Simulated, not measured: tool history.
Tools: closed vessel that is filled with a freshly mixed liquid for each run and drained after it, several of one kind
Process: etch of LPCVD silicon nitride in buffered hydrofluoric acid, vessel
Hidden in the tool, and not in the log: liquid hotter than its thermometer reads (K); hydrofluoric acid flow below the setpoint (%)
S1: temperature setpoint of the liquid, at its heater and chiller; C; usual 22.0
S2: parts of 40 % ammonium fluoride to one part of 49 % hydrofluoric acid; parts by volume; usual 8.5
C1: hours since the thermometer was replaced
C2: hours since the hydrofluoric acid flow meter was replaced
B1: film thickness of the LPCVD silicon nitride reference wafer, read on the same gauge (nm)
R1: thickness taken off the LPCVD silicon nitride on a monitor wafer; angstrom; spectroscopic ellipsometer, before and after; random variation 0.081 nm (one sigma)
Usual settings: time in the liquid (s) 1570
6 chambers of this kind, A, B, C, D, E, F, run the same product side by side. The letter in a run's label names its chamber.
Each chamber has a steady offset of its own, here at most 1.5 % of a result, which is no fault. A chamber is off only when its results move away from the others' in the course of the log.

{"run": "1E", "hour": 14.7, "S1": 22.0, "S2": 8.5, "time in the liquid (s)": 1570, "C1": 298.6, "C2": 162.1, "B1": 99.983, "R1": 214.96}
{"run": "2C", "hour": 28.7, "S1": 22.0, "S2": 8.5, "time in the liquid (s)": 1570, "C1": 454.9, "C2": 1266.5, "B1": 99.966, "R1": 215.56}
{"hour": 41.2, "done": "chamber F: thermometer replaced"}
{"run": "3F", "hour": 43.3, "S1": 22.0, "S2": 8.5, "time in the liquid (s)": 1570, "C1": 2.1, "C2": 271.6, "B1": 99.971, "R1": 216.69}
{"run": "4D", "hour": 55.5, "S1": 22.0, "S2": 8.5, "time in the liquid (s)": 1570, "C1": 482.6, "C2": 2177.0, "B1": 100.0, "R1": 213.35}
{"run": "5A", "hour": 68.9, "S1": 22.0, "S2": 8.5, "time in the liquid (s)": 1570, "C1": 1647.5, "C2": 278.2, "B1": 99.976, "R1": 213.84}
{"run": "6B", "hour": 80.4, "S1": 22.0, "S2": 10.0, "time in the liquid (s)": 1570, "C1": 1549.8, "C2": 1359.7, "B1": 99.992, "R1": 189.8}
{"hour": 85.4, "done": "chamber A: thermometer replaced"}
{"run": "7A", "hour": 92.7, "S1": 22.0, "S2": 10.0, "time in the liquid (s)": 1570, "C1": 7.4, "C2": 302.0, "B1": 99.975, "R1": 187.4}
{"run": "8B", "hour": 103.3, "S1": 22.0, "S2": 10.0, "time in the liquid (s)": 1570, "C1": 1572.7, "C2": 1382.6, "B1": 100.03, "R1": 189.73}
{"run": "9C", "hour": 116.2, "S1": 22.0, "S2": 10.0, "time in the liquid (s)": 1570, "C1": 542.4, "C2": 1354.0, "B1": 100.01, "R1": 187.82}
{"run": "10E", "hour": 123.7, "S1": 22.0, "S2": 10.0, "time in the liquid (s)": 1570, "C1": 407.6, "C2": 271.1, "B1": 99.995, "R1": 188.33}
{"run": "11F", "hour": 138.2, "S1": 22.0, "S2": 10.0, "time in the liquid (s)": 1570, "C1": 97.0, "C2": 366.5, "B1": 100.01, "R1": 191.03}
{"run": "12D", "hour": 151.0, "S1": 22.0, "S2": 8.5, "time in the liquid (s)": 1570, "C1": 578.1, "C2": 2272.5, "B1": 99.992, "R1": 215.32}
{"run": "13A", "hour": 159.8, "S1": 22.0, "S2": 8.5, "time in the liquid (s)": 2365, "C1": 74.5, "C2": 369.1, "B1": 99.991, "R1": 320.74}
{"run": "14B", "hour": 167.6, "S1": 22.0, "S2": 8.5, "time in the liquid (s)": 2365, "C1": 1637.0, "C2": 1446.9, "B1": 100.01, "R1": 323.46}
{"run": "15E", "hour": 178.4, "S1": 22.0, "S2": 8.5, "time in the liquid (s)": 2365, "C1": 462.3, "C2": 325.8, "B1": 100.0, "R1": 322.21}
{"run": "16F", "hour": 191.9, "S1": 22.0, "S2": 8.5, "time in the liquid (s)": 2365, "C1": 150.7, "C2": 420.2, "B1": 100.01, "R1": 327.02}
{"run": "17C", "hour": 199.8, "S1": 22.0, "S2": 8.5, "time in the liquid (s)": 2365, "C1": 626.0, "C2": 1437.6, "B1": 100.0, "R1": 322.37}
{"run": "18D", "hour": 207.2, "S1": 22.0, "S2": 8.5, "time in the liquid (s)": 2365, "C1": 634.3, "C2": 2328.7, "B1": 99.989, "R1": 324.92}
{"run": "19C", "hour": 220.8, "S1": 22.0, "S2": 8.5, "time in the liquid (s)": 1570, "C1": 647.0, "C2": 1458.6, "B1": 100.02, "R1": 214.3}
{"run": "20D", "hour": 232.2, "S1": 18.5, "S2": 11.5, "time in the liquid (s)": 1570, "C1": 659.3, "C2": 2353.7, "B1": 99.985, "R1": 137.09}
{"run": "21F", "hour": 241.7, "S1": 18.5, "S2": 11.5, "time in the liquid (s)": 1570, "C1": 200.5, "C2": 470.0, "B1": 100.03, "R1": 138.24}
{"run": "22A", "hour": 256.2, "S1": 18.5, "S2": 11.5, "time in the liquid (s)": 1570, "C1": 170.9, "C2": 465.5, "B1": 99.948, "R1": 134.67}
{"hour": 258.6, "done": "chamber C: hydrofluoric acid flow meter replaced"}
{"run": "23B", "hour": 268.3, "S1": 18.5, "S2": 11.5, "time in the liquid (s)": 1570, "C1": 1737.7, "C2": 1547.6, "B1": 99.972, "R1": 135.62}
{"run": "24E", "hour": 281.4, "S1": 18.5, "S2": 11.5, "time in the liquid (s)": 1570, "C1": 565.3, "C2": 428.8, "B1": 100.01, "R1": 134.63}
{"hour": 290.0, "done": "chamber E: hydrofluoric acid flow meter replaced"}
{"hour": 293.0, "done": "chamber E: thermometer replaced"}
{"run": "25F", "hour": 294.2, "S1": 18.5, "S2": 11.5, "time in the liquid (s)": 1570, "C1": 253.0, "C2": 522.5, "B1": 99.971, "R1": 136.94}
{"run": "26C", "hour": 301.2, "S1": 22.0, "S2": 8.5, "time in the liquid (s)": 1570, "C1": 727.4, "C2": 42.6, "B1": 100.01, "R1": 214.22}
{"run": "27E", "hour": 315.8, "S1": 22.0, "S2": 8.5, "time in the liquid (s)": 1570, "C1": 22.8, "C2": 25.9, "B1": 100.02, "R1": 214.27}
{"run": "28B", "hour": 325.0, "S1": 25.0, "S2": 8.5, "time in the liquid (s)": 1570, "C1": 1794.4, "C2": 1604.3, "B1": 100.03, "R1": 253.11}
{"run": "29D", "hour": 333.4, "S1": 25.0, "S2": 8.5, "time in the liquid (s)": 1570, "C1": 760.5, "C2": 2454.9, "B1": 99.984, "R1": 259.66}
{"run": "30A", "hour": 348.3, "S1": 25.0, "S2": 8.5, "time in the liquid (s)": 1570, "C1": 263.0, "C2": 557.6, "B1": 100.01, "R1": 250.86}
{"run": "31F", "hour": 356.6, "S1": 25.0, "S2": 8.5, "time in the liquid (s)": 1570, "C1": 315.4, "C2": 584.9, "B1": 100.04, "R1": 257.56}
{"run": "32A", "hour": 368.4, "S1": 25.0, "S2": 8.5, "time in the liquid (s)": 1570, "C1": 283.1, "C2": 577.7, "B1": 100.01, "R1": 251.75}
{"run": "33E", "hour": 379.2, "S1": 25.0, "S2": 8.5, "time in the liquid (s)": 1570, "C1": 86.2, "C2": 89.3, "B1": 100.0, "R1": 252.39}
{"run": "34C", "hour": 393.5, "S1": 22.0, "S2": 8.5, "time in the liquid (s)": 1570, "C1": 819.7, "C2": 134.9, "B1": 99.994, "R1": 212.51}
{"run": "35D", "hour": 401.1, "S1": 22.0, "S2": 8.5, "time in the liquid (s)": 1570, "C1": 828.2, "C2": 2522.6, "B1": 99.984, "R1": 225.62}
{"run": "36B", "hour": 414.3, "S1": 22.0, "S2": 8.5, "time in the liquid (s)": 1570, "C1": 1883.7, "C2": 1693.6, "B1": 100.01, "R1": 215.83}
{"run": "37C", "hour": 424.3, "S1": 22.0, "S2": 7.0, "time in the liquid (s)": 1570, "C1": 850.5, "C2": 165.7, "B1": 99.979, "R1": 266.13}
{"run": "38D", "hour": 433.0, "S1": 22.0, "S2": 7.0, "time in the liquid (s)": 1570, "C1": 860.1, "C2": 2554.5, "B1": 99.971, "R1": 276.11}
{"run": "39A", "hour": 439.6, "S1": 22.0, "S2": 7.0, "time in the liquid (s)": 1570, "C1": 354.3, "C2": 648.9, "B1": 99.978, "R1": 264.86}

Next, every chamber runs the same settings. What will each give?
{"run": "40A", "hour": 450.3, "S1": 22.0, "S2": 8.5, "time in the liquid (s)": 1000, "R1": "?"}
{"run": "40B", "hour": 450.3, "S1": 22.0, "S2": 8.5, "time in the liquid (s)": 1000, "R1": "?"}
{"run": "40C", "hour": 450.3, "S1": 22.0, "S2": 8.5, "time in the liquid (s)": 1000, "R1": "?"}
{"run": "40D", "hour": 450.3, "S1": 22.0, "S2": 8.5, "time in the liquid (s)": 1000, "R1": "?"}
{"run": "40E", "hour": 450.3, "S1": 22.0, "S2": 8.5, "time in the liquid (s)": 1000, "R1": "?"}
{"run": "40F", "hour": 450.3, "S1": 22.0, "S2": 8.5, "time in the liquid (s)": 1000, "R1": "?"}

run=40A R1=135.32
run=40B R1=137.47
run=40C R1=136.85
run=40D R1=144.32
run=40E R1=137.43
run=40F R1=139.13
